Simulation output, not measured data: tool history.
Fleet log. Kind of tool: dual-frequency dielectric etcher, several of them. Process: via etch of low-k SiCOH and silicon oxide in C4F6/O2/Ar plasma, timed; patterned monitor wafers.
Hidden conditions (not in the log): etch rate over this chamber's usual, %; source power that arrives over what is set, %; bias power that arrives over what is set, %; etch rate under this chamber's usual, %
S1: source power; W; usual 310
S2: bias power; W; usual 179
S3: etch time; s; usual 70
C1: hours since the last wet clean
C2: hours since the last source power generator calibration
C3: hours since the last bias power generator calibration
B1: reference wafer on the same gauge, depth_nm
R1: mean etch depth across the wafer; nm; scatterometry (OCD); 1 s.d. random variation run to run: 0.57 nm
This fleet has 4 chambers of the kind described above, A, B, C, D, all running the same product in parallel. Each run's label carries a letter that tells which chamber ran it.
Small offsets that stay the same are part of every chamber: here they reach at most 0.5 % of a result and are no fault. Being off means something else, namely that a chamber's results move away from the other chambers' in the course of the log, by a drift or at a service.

run 1C hour=7.6 | S1=310 S2=179 S3=70 | C1=208.7 C2=415.2 C3=216.1 | B1=152.84 | R1=164.88
run 2B hour=19.1 | S1=310 S2=179 S3=70 | C1=197.4 C2=3498.6 C3=1745 | B1=153.02 | R1=165.44
run 3D hour=31.5 | S1=310 S2=179 S3=70 | C1=299.9 C2=770.3 C3=1170.4 | B1=152.88 | R1=165.99
run 4A hour=43.6 | S1=310 S2=179 S3=70 | C1=182.3 C2=3013.4 C3=484.9 | B1=153.03 | R1=165.05
run 5C hour=54.9 | S1=310 S2=179 S3=70 | C1=256 C2=462.5 C3=263.4 | B1=152.92 | R1=164.95
run 6A hour=62.3 | S1=310 S2=179 S3=70 | C1=201 C2=3032.1 C3=503.6 | B1=153.06 | R1=164.88
run 7D hour=75.3 | S1=310 S2=162 S3=70 | C1=343.7 C2=814.1 C3=1214.2 | B1=153.12 | R1=160.52
run 8B hour=87.7 | S1=310 S2=162 S3=70 | C1=266 C2=3567.2 C3=1813.6 | B1=152.96 | R1=160.12
run 9C hour=95.1 | S1=310 S2=162 S3=70 | C1=296.2 C2=502.7 C3=303.6 | B1=153.07 | R1=159.37
run 10A hour=104.7 | S1=310 S2=162 S3=70 | C1=243.4 C2=3074.5 C3=546 | B1=153 | R1=159.49
run 11D hour=114.2 | S1=310 S2=179 S3=70 | C1=382.6 C2=853 C3=1253.1 | B1=153.02 | R1=165.1
run 12B hour=122.7 | S1=310 S2=179 S3=70 | C1=301 C2=3602.2 C3=1848.6 | B1=153.06 | R1=165.68
run 13D hour=134.3 | S1=310 S2=179 S3=70 | C1=402.7 C2=873.1 C3=1273.2 | B1=152.9 | R1=166.46
run 14C hour=143.8 | S1=310 S2=179 S3=70 | C1=344.9 C2=551.4 C3=352.3 | B1=153.08 | R1=166.23
run 15B hour=155.9 | S1=310 S2=179 S3=88 | C1=334.2 C2=3635.4 C3=1881.8 | B1=153.07 | R1=207.35
-- hour=158 chamber D: wet clean of the chamber
run 16A hour=163.7 | S1=310 S2=179 S3=88 | C1=302.4 C2=3133.5 C3=605 | B1=152.89 | R1=207.17
run 17B hour=177 | S1=310 S2=179 S3=88 | C1=355.3 C2=3656.5 C3=1902.9 | B1=152.87 | R1=209
run 18A hour=185.4 | S1=310 S2=179 S3=88 | C1=324.1 C2=3155.2 C3=626.7 | B1=153.05 | R1=205.51
run 19D hour=197.3 | S1=310 S2=179 S3=70 | C1=39.4 C2=936.1 C3=1336.2 | B1=152.89 | R1=162.01
-- hour=205 chamber A: source power generator calibrated
run 20C hour=208.5 | S1=310 S2=179 S3=70 | C1=409.6 C2=616.1 C3=417 | B1=152.9 | R1=165.04
run 21A hour=216.9 | S1=310 S2=179 S3=70 | C1=355.6 C2=11.9 C3=658.2 | B1=153.01 | R1=164.82
run 22D hour=229.9 | S1=310 S2=179 S3=70 | C1=72 C2=968.7 C3=1368.8 | B1=153.06 | R1=161.55
run 23C hour=241 | S1=310 S2=179 S3=70 | C1=442.1 C2=648.6 C3=449.5 | B1=153.17 | R1=165.18
run 24B hour=251 | S1=310 S2=179 S3=70 | C1=429.3 C2=3730.5 C3=1976.9 | B1=152.92 | R1=165.37
run 25B hour=257.5 | S1=310 S2=179 S3=70 | C1=435.8 C2=3737 C3=1983.4 | B1=153.03 | R1=166.08

Which is it: a chamber that has drifted or been left off by a service, a gauge drift common to all chambers, or only each chamber's usual small offset? If a chamber is off, name it and its likeliest cause.

Chamber D came out of a service off from its peers and stayed that way.
Most likely cause: etch rate under this chamber's usual, % = 2.77.

Which of the 4 candidates below, each the usual settings with something changed and its results left as question marks, puts chamber D back in line with what the other chambers give on the usual settings?
Counts as in line when no further than this from what the other chambers average on the usual settings: R1 2 nm
run 26D-1 hour=267.1 | S1=310 S2=179 S3=73 | R1=?
run 26D-2 hour=267.1 | S1=310 S2=178 S3=68.5 | R1=?
run 26D-3 hour=267.1 | S1=310 S2=177 S3=67 | R1=?
run 26D-4 hour=267.1 | S1=320 S2=184 S3=70 | R1=?

Mean of the other chambers on the usual settings: R1 164.99 nm
run=26D-1 R1=168.19
run=26D-2 R1=157.54
run=26D-3 R1=153.81
run=26D-4 R1=164.72
26D-4 is the one that brings the chamber's results back in line with the other chambers.
